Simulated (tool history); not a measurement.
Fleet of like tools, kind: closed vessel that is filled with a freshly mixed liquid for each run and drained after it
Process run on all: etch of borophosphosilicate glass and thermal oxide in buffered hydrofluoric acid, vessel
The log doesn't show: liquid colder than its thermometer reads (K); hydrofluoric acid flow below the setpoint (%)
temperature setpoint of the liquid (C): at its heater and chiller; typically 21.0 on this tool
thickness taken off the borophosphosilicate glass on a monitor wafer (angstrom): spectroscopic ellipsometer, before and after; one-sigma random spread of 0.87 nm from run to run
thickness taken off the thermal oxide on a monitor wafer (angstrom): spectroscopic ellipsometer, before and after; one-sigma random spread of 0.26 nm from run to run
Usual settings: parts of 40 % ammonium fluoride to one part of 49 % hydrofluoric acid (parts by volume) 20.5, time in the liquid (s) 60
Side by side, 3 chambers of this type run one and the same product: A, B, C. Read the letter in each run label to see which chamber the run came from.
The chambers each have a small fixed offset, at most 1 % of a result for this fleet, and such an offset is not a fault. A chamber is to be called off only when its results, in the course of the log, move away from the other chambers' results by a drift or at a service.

| run | hour | temperature setpoint of the liquid (C) | parts of 40 % ammonium fluoride to one part of 49 % hydrofluoric acid (parts by volume) | time in the liquid (s) | hours since the thermometer was replaced | hours since the hydrofluoric acid flow meter was replaced | read-back film thickness of the borophosphosilicate glass reference wafer, read on the same gauge (nm) | read-back film thickness of the thermal oxide reference wafer, read on the same gauge (nm) | thickness taken off the borophosphosilicate glass on a monitor wafer (angstrom) | thickness taken off the thermal oxide on a monitor wafer (angstrom) |
|---|---|---|---|---|---|---|---|---|---|---|
| 1B | 2.6 | 21.0 | 20.5 | 60 | 420.4 | 270.3 | 110.01 | 90.005 | 902.78 | 295.10 |
| 2C | 6.0 | 21.0 | 20.5 | 60 | 1445.9 | 1252.6 | 110.02 | 89.985 | 909.21 | 292.48 |
| 3A | 9.7 | 21.0 | 20.5 | 60 | 1482.0 | 440.6 | 109.98 | 90.035 | 926.43 | 288.16 |
| 4A | 12.7 | 21.0 | 20.5 | 60 | 1485.0 | 443.6 | 110.03 | 90.036 | 905.91 | 290.44 |
| 5C | 16.4 | 21.0 | 20.5 | 60 | 1456.3 | 1263.0 | 110.00 | 90.020 | 913.83 | 286.51 |
| 6B | 20.3 | 21.0 | 20.5 | 60 | 438.1 | 288.0 | 110.00 | 89.980 | 898.75 | 292.65 |
| 7B | 25.8 | 21.0 | 20.5 | 60 | 443.6 | 293.5 | 109.98 | 90.031 | 899.51 | 293.30 |
| 8C | 31.5 | 21.0 | 20.5 | 60 | 1471.4 | 1278.1 | 109.96 | 90.033 | 913.36 | 291.84 |
| 9A | 37.1 | 21.0 | 20.5 | 60 | 1509.4 | 468.0 | 110.02 | 89.953 | 904.17 | 289.25 |
| 10A | 40.0 | 21.0 | 20.5 | 60 | 1512.3 | 470.9 | 110.01 | 89.965 | 912.30 | 284.23 |
| 11C | 45.2 | 21.0 | 20.5 | 60 | 1485.1 | 1291.8 | 110.01 | 89.984 | 920.83 | 289.68 |
| 12B | 48.2 | 21.0 | 20.5 | 60 | 466.0 | 315.9 | 110.00 | 90.003 | 905.91 | 293.64 |
| 13C | 54.0 | 21.0 | 20.5 | 60 | 1493.9 | 1300.6 | 110.00 | 89.991 | 929.80 | 289.68 |
| 14B | 56.8 | 21.0 | 20.5 | 60 | 474.6 | 324.5 | 110.00 | 89.986 | 913.30 | 295.96 |
| 15A | 62.6 | 21.0 | 20.5 | 60 | 1534.9 | 493.5 | 110.00 | 90.027 | 911.93 | 288.30 |
| 16A | 68.3 | 21.0 | 20.5 | 60 | 1540.6 | 499.2 | 110.02 | 89.983 | 920.03 | 287.68 |
| 17C | 74.2 | 21.0 | 20.5 | 60 | 1514.1 | 1320.8 | 110.03 | 89.991 | 910.87 | 294.16 |
| 18B | 79.0 | 21.0 | 20.5 | 90 | 496.8 | 346.7 | 110.01 | 89.984 | 1359.50 | 436.06 |
| 19C | 82.7 | 21.0 | 20.5 | 90 | 1522.6 | 1329.3 | 110.01 | 89.997 | 1351.50 | 433.75 |
| 20B | 86.3 | 21.0 | 20.5 | 90 | 504.1 | 354.0 | 109.99 | 90.019 | 1339.20 | 438.38 |
| 21A | 89.0 | 21.0 | 20.5 | 60 | 1561.3 | 519.9 | 109.99 | 89.971 | 897.44 | 291.73 |
| 22B | 92.0 | 21.0 | 20.5 | 60 | 509.8 | 359.7 | 109.98 | 90.023 | 905.07 | 296.86 |
| 23A | 96.6 | 25.0 | 15.0 | 60 | 1568.9 | 527.5 | 110.00 | 90.034 | 1543.10 | 483.54 |
| 24C | 101.3 | 25.0 | 15.0 | 60 | 1541.2 | 1347.9 | 109.97 | 89.946 | 1523.90 | 487.78 |
| 25B | 107.4 | 25.0 | 15.0 | 60 | 525.2 | 375.1 | 110.01 | 89.976 | 1544.60 | 489.97 |
| 26C | 112.0 | 21.0 | 20.5 | 60 | 1551.9 | 1358.6 | 110.02 | 90.023 | 910.07 | 288.77 |
| 27A | 117.0 | 21.0 | 26.0 | 80 | 1589.3 | 547.9 | 110.02 | 90.009 | 1017.20 | 327.30 |
| 28A | 122.0 | 21.0 | 26.0 | 80 | 1594.3 | 552.9 | 109.98 | 89.966 | 1032.90 | 328.58 |
|  | 126.8 | chamber C: hydrofluoric acid flow meter replaced |
| 29B | 127.5 | 21.0 | 26.0 | 80 | 545.3 | 395.2 | 109.98 | 90.009 | 1040.20 | 329.29 |
| 30C | 132.6 | 21.0 | 20.5 | 60 | 1572.5 | 5.8 | 110.01 | 89.979 | 911.01 | 295.42 |
| 31B | 136.9 | 21.0 | 20.5 | 60 | 554.7 | 404.6 | 110.00 | 90.021 | 910.17 | 291.86 |
| 32C | 140.9 | 21.0 | 15.0 | 45 | 1580.8 | 14.1 | 109.99 | 90.008 | 916.34 | 295.03 |
| 33A | 145.4 | 21.0 | 15.0 | 45 | 1617.7 | 576.3 | 110.00 | 90.014 | 906.04 | 296.04 |
| 34C | 149.1 | 21.0 | 15.0 | 45 | 1589.0 | 22.3 | 110.03 | 90.016 | 927.03 | 294.96 |
| 35B | 151.9 | 21.0 | 20.5 | 60 | 569.7 | 419.6 | 110.03 | 89.988 | 908.85 | 296.02 |
| 36A | 155.9 | 21.0 | 20.5 | 60 | 1628.2 | 586.8 | 110.01 | 90.022 | 904.85 | 286.78 |
| 37A | 158.8 | 21.0 | 20.5 | 60 | 1631.1 | 589.7 | 109.99 | 90.028 | 906.07 | 291.84 |
|  | 159.8 | chamber A: hydrofluoric acid flow meter replaced |
| 38B | 161.9 | 17.5 | 18.0 | 60 | 579.7 | 429.6 | 109.99 | 90.020 | 843.43 | 266.97 |
| 39C | 166.8 | 17.5 | 18.0 | 60 | 1606.7 | 40.0 | 109.98 | 90.012 | 853.76 | 267.86 |
| 40A | 172.9 | 17.5 | 18.0 | 60 | 1645.2 | 13.2 | 110.01 | 89.961 | 851.27 | 270.10 |
| 41C | 178.9 | 21.0 | 20.5 | 60 | 1618.8 | 52.1 | 109.98 | 90.017 | 911.06 | 291.07 |
| 42B | 184.5 | 21.0 | 20.5 | 60 | 602.3 | 452.2 | 110.01 | 90.029 | 907.64 | 292.95 |
| 43C | 190.6 | 21.0 | 20.5 | 60 | 1630.5 | 63.8 | 110.01 | 89.982 | 905.80 | 285.87 |
| 44A | 194.0 | 21.0 | 20.5 | 60 | 1666.3 | 34.3 | 110.01 | 89.977 | 910.56 | 293.45 |

Which is it: a chamber that has drifted or been left off by a service, a gauge drift common to all chambers, or only each chamber's usual small offset? If a chamber is off, name it and its likeliest cause.

Nothing is wrong: each chamber keeps only its own small, steady offset and the gauge holds still.
